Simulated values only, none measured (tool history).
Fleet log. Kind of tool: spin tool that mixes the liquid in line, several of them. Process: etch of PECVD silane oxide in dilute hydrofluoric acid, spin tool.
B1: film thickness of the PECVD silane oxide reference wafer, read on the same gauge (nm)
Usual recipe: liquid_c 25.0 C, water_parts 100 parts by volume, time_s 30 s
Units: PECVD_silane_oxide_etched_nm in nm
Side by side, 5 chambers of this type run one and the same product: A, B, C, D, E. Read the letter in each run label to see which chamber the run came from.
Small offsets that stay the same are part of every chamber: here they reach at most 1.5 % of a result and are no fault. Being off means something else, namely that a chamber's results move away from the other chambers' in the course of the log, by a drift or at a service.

Run 1C, hour 2.7: usual settings; B1 109.99. Result: PECVD_silane_oxide_etched_nm 13.096 nm.
Run 2B, hour 6.9: usual settings; B1 109.97. Result: PECVD_silane_oxide_etched_nm 13.126 nm.
Run 3E, hour 11.7: usual settings; B1 110.03. Result: PECVD_silane_oxide_etched_nm 13.155 nm.
Run 4D, hour 15.9: usual settings; B1 110.01. Result: PECVD_silane_oxide_etched_nm 12.973 nm.
Run 5A, hour 20.1: usual settings but liquid_c 27.5 C, time_s 40 s; B1 110.02. Result: PECVD_silane_oxide_etched_nm 19.537 nm.
Run 6C, hour 24.6: usual settings but liquid_c 27.5 C, time_s 40 s; B1 109.96. Result: PECVD_silane_oxide_etched_nm 19.227 nm.
Run 7A, hour 29.5: usual settings but liquid_c 27.5 C, time_s 40 s; B1 110.05. Result: PECVD_silane_oxide_etched_nm 19.279 nm.
Run 8E, hour 34.3: usual settings but liquid_c 27.5 C, time_s 40 s; B1 110.05. Result: PECVD_silane_oxide_etched_nm 19.127 nm.
Run 9B, hour 38.5: usual settings but liquid_c 27.5 C, time_s 40 s; B1 109.98. Result: PECVD_silane_oxide_etched_nm 19.190 nm.
Run 10D, hour 43.1: usual settings; B1 109.95. Result: PECVD_silane_oxide_etched_nm 13.115 nm.
Run 11B, hour 46.9: usual settings; B1 110.03. Result: PECVD_silane_oxide_etched_nm 13.133 nm.
Run 12E, hour 49.3: usual settings; B1 109.98. Result: PECVD_silane_oxide_etched_nm 13.118 nm.
Run 13A, hour 53.8: usual settings; B1 109.95. Result: PECVD_silane_oxide_etched_nm 13.231 nm.
Run 14C, hour 56.4: usual settings; B1 110.00. Result: PECVD_silane_oxide_etched_nm 12.785 nm.
Run 15D, hour 60.2: usual settings; B1 109.98. Result: PECVD_silane_oxide_etched_nm 13.107 nm.
Run 16E, hour 63.6: usual settings; B1 109.97. Result: PECVD_silane_oxide_etched_nm 12.944 nm.
Run 17C, hour 67.4: usual settings; B1 109.96. Result: PECVD_silane_oxide_etched_nm 12.918 nm.
Run 18A, hour 70.7: usual settings; B1 109.99. Result: PECVD_silane_oxide_etched_nm 13.172 nm.
Run 19D, hour 74.0: usual settings; B1 110.00. Result: PECVD_silane_oxide_etched_nm 13.138 nm.
Run 20B, hour 78.7: usual settings; B1 110.02. Result: PECVD_silane_oxide_etched_nm 13.075 nm.
Run 21E, hour 83.6: usual settings; B1 110.03. Result: PECVD_silane_oxide_etched_nm 12.846 nm.
Run 22B, hour 88.0: usual settings; B1 109.99. Result: PECVD_silane_oxide_etched_nm 13.175 nm.
Run 23A, hour 90.1: usual settings; B1 110.05. Result: PECVD_silane_oxide_etched_nm 13.175 nm.
At hour 91.4: chamber C: thermometer replaced.
Run 24D, hour 94.4: usual settings but liquid_c 28.5 C, time_s 25 s; B1 109.97. Result: PECVD_silane_oxide_etched_nm 12.492 nm.
Run 25C, hour 97.0: usual settings but liquid_c 28.5 C, time_s 25 s; B1 109.99. Result: PECVD_silane_oxide_etched_nm 12.312 nm.
Run 26C, hour 99.2: usual settings but liquid_c 28.5 C, time_s 25 s; B1 110.00. Result: PECVD_silane_oxide_etched_nm 12.248 nm.
Run 27B, hour 103.0: usual settings but liquid_c 28.5 C, time_s 25 s; B1 109.97. Result: PECVD_silane_oxide_etched_nm 12.576 nm.
Run 28E, hour 105.8: usual settings but liquid_c 28.5 C, time_s 25 s; B1 110.03. Result: PECVD_silane_oxide_etched_nm 12.132 nm.
Run 29A, hour 110.0: usual settings but time_s 45 s; B1 110.00. Result: PECVD_silane_oxide_etched_nm 19.897 nm.
Run 30D, hour 114.5: usual settings but time_s 45 s; B1 110.02. Result: PECVD_silane_oxide_etched_nm 19.598 nm.
Run 31A, hour 119.1: usual settings but time_s 45 s; B1 110.04. Result: PECVD_silane_oxide_etched_nm 19.647 nm.
Run 32B, hour 124.0: usual settings but time_s 45 s; B1 109.94. Result: PECVD_silane_oxide_etched_nm 19.635 nm.
Run 33D, hour 126.7: usual settings but time_s 45 s; B1 110.00. Result: PECVD_silane_oxide_etched_nm 19.609 nm.
Run 34C, hour 129.5: usual settings; B1 110.00. Result: PECVD_silane_oxide_etched_nm 12.861 nm.
Run 35E, hour 133.3: usual settings; B1 109.98. Result: PECVD_silane_oxide_etched_nm 12.528 nm.
Run 36C, hour 136.4: usual settings; B1 109.97. Result: PECVD_silane_oxide_etched_nm 12.961 nm.
Run 37D, hour 139.4: usual settings but liquid_c 28.5 C; B1 109.98. Result: PECVD_silane_oxide_etched_nm 15.176 nm.
Run 38A, hour 141.9: usual settings but liquid_c 28.5 C; B1 109.97. Result: PECVD_silane_oxide_etched_nm 15.063 nm.
Run 39E, hour 144.6: usual settings but liquid_c 28.5 C; B1 110.02. Result: PECVD_silane_oxide_etched_nm 14.116 nm.
Run 40B, hour 149.3: usual settings but liquid_c 28.5 C; B1 110.01. Result: PECVD_silane_oxide_etched_nm 14.956 nm.
Run 41C, hour 152.0: usual settings but liquid_c 28.5 C; B1 110.01. Result: PECVD_silane_oxide_etched_nm 14.867 nm.
Run 42E, hour 156.7: usual settings; B1 110.02. Result: PECVD_silane_oxide_etched_nm 12.351 nm.
Run 43B, hour 161.2: usual settings; B1 110.02. Result: PECVD_silane_oxide_etched_nm 13.120 nm.

Next, every chamber runs the same settings. What will each give?
Run 44A, hour 164.8: usual settings but time_s 40 s. Result: PECVD_silane_oxide_etched_nm ?.
Run 44B, hour 164.8: usual settings but time_s 40 s. Result: PECVD_silane_oxide_etched_nm ?.
Run 44C, hour 164.8: usual settings but time_s 40 s. Result: PECVD_silane_oxide_etched_nm ?.
Run 44D, hour 164.8: usual settings but time_s 40 s. Result: PECVD_silane_oxide_etched_nm ?.
Run 44E, hour 164.8: usual settings but time_s 40 s. Result: PECVD_silane_oxide_etched_nm ?.

run  PECVD_silane_oxide_etched_nm
44A                        17.463
44B                        17.597
44C                        17.278
44D                        17.254
44E                        16.405
